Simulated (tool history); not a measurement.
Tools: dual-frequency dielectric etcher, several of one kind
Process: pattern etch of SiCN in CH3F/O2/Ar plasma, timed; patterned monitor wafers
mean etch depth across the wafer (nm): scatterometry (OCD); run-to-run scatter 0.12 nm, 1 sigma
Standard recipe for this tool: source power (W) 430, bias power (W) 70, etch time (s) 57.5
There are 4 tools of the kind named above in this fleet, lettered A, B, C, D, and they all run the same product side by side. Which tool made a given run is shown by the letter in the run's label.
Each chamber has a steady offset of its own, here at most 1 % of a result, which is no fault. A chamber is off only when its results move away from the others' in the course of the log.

run	hour	source power (W)	bias power (W)	etch time (s)	read-back reference wafer on the same gauge, depth_nm	mean etch depth across the wafer (nm)
1C	8	430	70	57.5	18.814	21.91
2A	15	430	70	57.5	18.815	21.81
3D	20.7	430	70	57.5	18.791	22.12
4B	25.2	430	70	57.5	18.796	21.935
# hour 29: chamber B: wet clean of the chamber
5B	33.8	430	70	57.5	18.793	21.831
6D	41.3	430	70	57.5	18.813	22.016
7C	50.1	430	70	57.5	18.791	21.9
8A	55.9	430	70	57.5	18.803	21.92
9D	65.8	430	70	57.5	18.778	21.99
10B	74.2	430	70	57.5	18.8	21.988
11C	82.6	430	70	57.5	18.807	21.708
12A	91.2	430	70	57.5	18.813	22.035
13A	97.3	430	70	57.5	18.824	22.206
14C	107.5	430	57	64.5	18.78	22.845
15B	115	430	57	64.5	18.815	22.798
16D	123.6	430	57	64.5	18.8	23.198
17B	133.8	430	57	64.5	18.784	22.644
18A	140.6	430	70	57.5	18.809	22.133
19D	150.3	500	54	57.5	18.824	21.599
# hour 156.2: chamber A: wet clean of the chamber
20C	159.2	500	54	57.5	18.811	21.236
21A	166.5	500	54	57.5	18.773	21.423
22C	171.1	500	54	57.5	18.787	21.399
23D	178.1	390	61	57.5	18.802	20.337
24B	187.4	390	61	57.5	18.789	20.094

Predict what each chamber gives when all 4 of them run the settings below next.
25A	194.8	430	70	57.5		?
25B	194.8	430	70	57.5		?
25C	194.8	430	70	57.5		?
25D	194.8	430	70	57.5		?

run	mean etch depth across the wafer (nm)
25A	21.892
25B	21.813
25C	22.126
25D	22.345

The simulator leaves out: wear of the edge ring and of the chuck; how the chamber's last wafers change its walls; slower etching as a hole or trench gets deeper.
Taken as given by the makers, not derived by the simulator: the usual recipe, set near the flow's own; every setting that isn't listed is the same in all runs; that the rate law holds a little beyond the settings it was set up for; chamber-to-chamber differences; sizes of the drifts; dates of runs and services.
